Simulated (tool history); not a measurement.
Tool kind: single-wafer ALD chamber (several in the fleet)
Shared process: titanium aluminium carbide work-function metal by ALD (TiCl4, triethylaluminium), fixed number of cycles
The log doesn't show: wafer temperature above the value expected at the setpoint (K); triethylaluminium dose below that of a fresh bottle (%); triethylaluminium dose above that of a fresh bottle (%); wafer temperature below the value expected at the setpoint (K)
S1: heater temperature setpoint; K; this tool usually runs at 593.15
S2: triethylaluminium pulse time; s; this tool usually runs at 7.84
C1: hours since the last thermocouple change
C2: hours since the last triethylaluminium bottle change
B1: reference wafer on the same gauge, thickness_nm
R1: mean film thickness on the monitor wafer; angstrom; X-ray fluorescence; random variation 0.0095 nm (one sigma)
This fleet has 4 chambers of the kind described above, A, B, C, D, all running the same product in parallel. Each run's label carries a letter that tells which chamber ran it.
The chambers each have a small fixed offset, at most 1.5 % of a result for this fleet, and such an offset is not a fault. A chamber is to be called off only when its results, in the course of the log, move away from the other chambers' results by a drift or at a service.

run 1B hour=8.5 | S1=593.15 S2=7.84 | C1=1338.5 C2=559.6 | B1=2.1898 | R1=20.691
run 2C hour=17.8 | S1=593.15 S2=7.84 | C1=1512.3 C2=282.1 | B1=2.1923 | R1=20.964
run 3D hour=26.0 | S1=593.15 S2=7.84 | C1=126.5 C2=1454.2 | B1=2.1880 | R1=21.367
run 4A hour=34.0 | S1=593.15 S2=7.84 | C1=126.3 C2=1178.6 | B1=2.1893 | R1=20.917
run 5C hour=46.9 | S1=593.15 S2=7.84 | C1=1541.4 C2=311.2 | B1=2.1876 | R1=21.005
-- hour=56.9 chamber B: triethylaluminium bottle replaced
run 6B hour=57.6 | S1=593.15 S2=7.84 | C1=1387.6 C2=0.8 | B1=2.1877 | R1=20.838
run 7D hour=68.3 | S1=593.15 S2=7.84 | C1=168.8 C2=1496.5 | B1=2.1888 | R1=21.180
run 8A hour=79.1 | S1=581.15 S2=6.01 | C1=171.4 C2=1223.7 | B1=2.1923 | R1=18.653
run 9D hour=88.1 | S1=581.15 S2=6.01 | C1=188.6 C2=1516.3 | B1=2.1907 | R1=19.081
run 10A hour=95.2 | S1=581.15 S2=6.01 | C1=187.5 C2=1239.8 | B1=2.1895 | R1=18.434
run 11B hour=101.5 | S1=581.15 S2=6.01 | C1=1431.5 C2=44.7 | B1=2.1912 | R1=18.675
-- hour=105.5 chamber C: thermocouple changed; heater temperature recalibrated
run 12C hour=110.1 | S1=593.15 S2=7.84 | C1=4.7 C2=374.4 | B1=2.1903 | R1=21.079
run 13A hour=121.7 | S1=593.15 S2=7.84 | C1=214.0 C2=1266.3 | B1=2.1892 | R1=20.810
run 14B hour=128.5 | S1=593.15 S2=7.84 | C1=1458.5 C2=71.7 | B1=2.1903 | R1=20.768
run 15C hour=140.1 | S1=593.15 S2=7.84 | C1=34.7 C2=404.4 | B1=2.1879 | R1=21.085
run 16D hour=151.1 | S1=593.15 S2=7.84 | C1=251.6 C2=1579.3 | B1=2.1915 | R1=21.342
run 17C hour=165.2 | S1=593.15 S2=7.84 | C1=59.8 C2=429.5 | B1=2.1899 | R1=20.998
run 18A hour=175.0 | S1=593.15 S2=7.84 | C1=267.3 C2=1319.6 | B1=2.1886 | R1=20.423
run 19B hour=187.0 | S1=593.15 S2=7.84 | C1=1517.0 C2=130.2 | B1=2.1898 | R1=20.986
run 20D hour=200.2 | S1=593.15 S2=7.84 | C1=300.7 C2=1628.4 | B1=2.1881 | R1=21.202
run 21A hour=211.8 | S1=593.15 S2=7.84 | C1=304.1 C2=1356.4 | B1=2.1910 | R1=20.385
run 22B hour=219.4 | S1=602.15 S2=7.84 | C1=1549.4 C2=162.6 | B1=2.1871 | R1=21.624
run 23D hour=230.5 | S1=602.15 S2=7.84 | C1=331.0 C2=1658.7 | B1=2.1894 | R1=22.077
run 24C hour=240.8 | S1=602.15 S2=7.84 | C1=135.4 C2=505.1 | B1=2.1908 | R1=21.881
run 25B hour=249.8 | S1=602.15 S2=7.84 | C1=1579.8 C2=193.0 | B1=2.1886 | R1=21.617
run 26A hour=258.1 | S1=593.15 S2=7.84 | C1=350.4 C2=1402.7 | B1=2.1925 | R1=20.015

All chambers now run identical settings, listed one chamber a line with results as question marks. What results will each chamber show?
run 27A hour=268.5 | S1=593.15 S2=6.65 | R1=?
run 27B hour=268.5 | S1=593.15 S2=6.65 | R1=?
run 27C hour=268.5 | S1=593.15 S2=6.65 | R1=?
run 27D hour=268.5 | S1=593.15 S2=6.65 | R1=?

run=27A R1=19.004
run=27B R1=20.002
run=27C R1=20.330
run=27D R1=20.412
